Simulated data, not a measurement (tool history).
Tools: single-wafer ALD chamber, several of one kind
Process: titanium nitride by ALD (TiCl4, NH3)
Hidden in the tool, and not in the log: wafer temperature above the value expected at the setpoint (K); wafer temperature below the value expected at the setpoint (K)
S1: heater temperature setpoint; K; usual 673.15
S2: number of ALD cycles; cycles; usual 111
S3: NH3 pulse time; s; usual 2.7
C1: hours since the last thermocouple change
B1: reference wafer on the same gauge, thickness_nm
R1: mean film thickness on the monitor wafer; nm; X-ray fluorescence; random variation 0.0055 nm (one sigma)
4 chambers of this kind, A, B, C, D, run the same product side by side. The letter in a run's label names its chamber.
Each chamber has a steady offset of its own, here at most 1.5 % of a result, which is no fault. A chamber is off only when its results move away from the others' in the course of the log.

run,hour,S1,S2,S3,C1,B1,R1
1A,7.6,673.15,111,2.7,1710.9,2.1507,2.4523
2D,21.7,673.15,111,2.7,772.8,2.1493,2.4802
3B,34.1,673.15,111,2.7,1374.1,2.15,2.4477
4C,50,673.15,111,2.7,2252.2,2.15,2.4743
5D,63.2,673.15,111,2.7,814.3,2.1498,2.4789
6A,79.6,673.15,111,2.7,1782.9,2.1503,2.4469
7C,95.2,673.15,111,2.7,2297.4,2.15,2.4772
8B,102.5,673.15,111,2.7,1442.5,2.15,2.4379
9B,114.2,673.15,111,2.7,1454.2,2.1498,2.4475
10C,125.3,673.15,111,2.7,2327.5,2.1502,2.4815
11D,132.9,673.15,111,2.7,884,2.1519,2.4712
12A,141.1,673.15,111,2.7,1844.4,2.1495,2.4447
13A,155.2,673.15,111,2.7,1858.5,2.1495,2.4634
14C,168.4,673.15,111,2.7,2370.6,2.1491,2.4839
15D,183.5,673.15,111,2.7,934.6,2.1507,2.4719
16B,194.1,673.15,111,2.7,1534.1,2.149,2.4487
17A,201.2,673.15,111,2.7,1904.5,2.1505,2.4657
18C,211.4,673.15,111,2.7,2413.6,2.1495,2.4811
19B,220.2,673.15,111,2.7,1560.2,2.1494,2.4364
20D,230.2,673.15,111,2.7,981.3,2.1501,2.4714
21B,239.9,673.15,111,2.7,1579.9,2.1494,2.4454
22A,247.1,673.15,111,2.7,1950.4,2.1497,2.4603
23D,256.9,664.15,111,2.7,1008,2.1505,2.4562
24C,273.5,664.15,111,2.7,2475.7,2.1515,2.4584

What goes on in this fleet: one chamber off, a drifting gauge, or nothing beyond the chambers' own small offsets? Name the chamber and the cause, if any.

No chamber stands off beyond its own small offset, and the gauge holds steady.
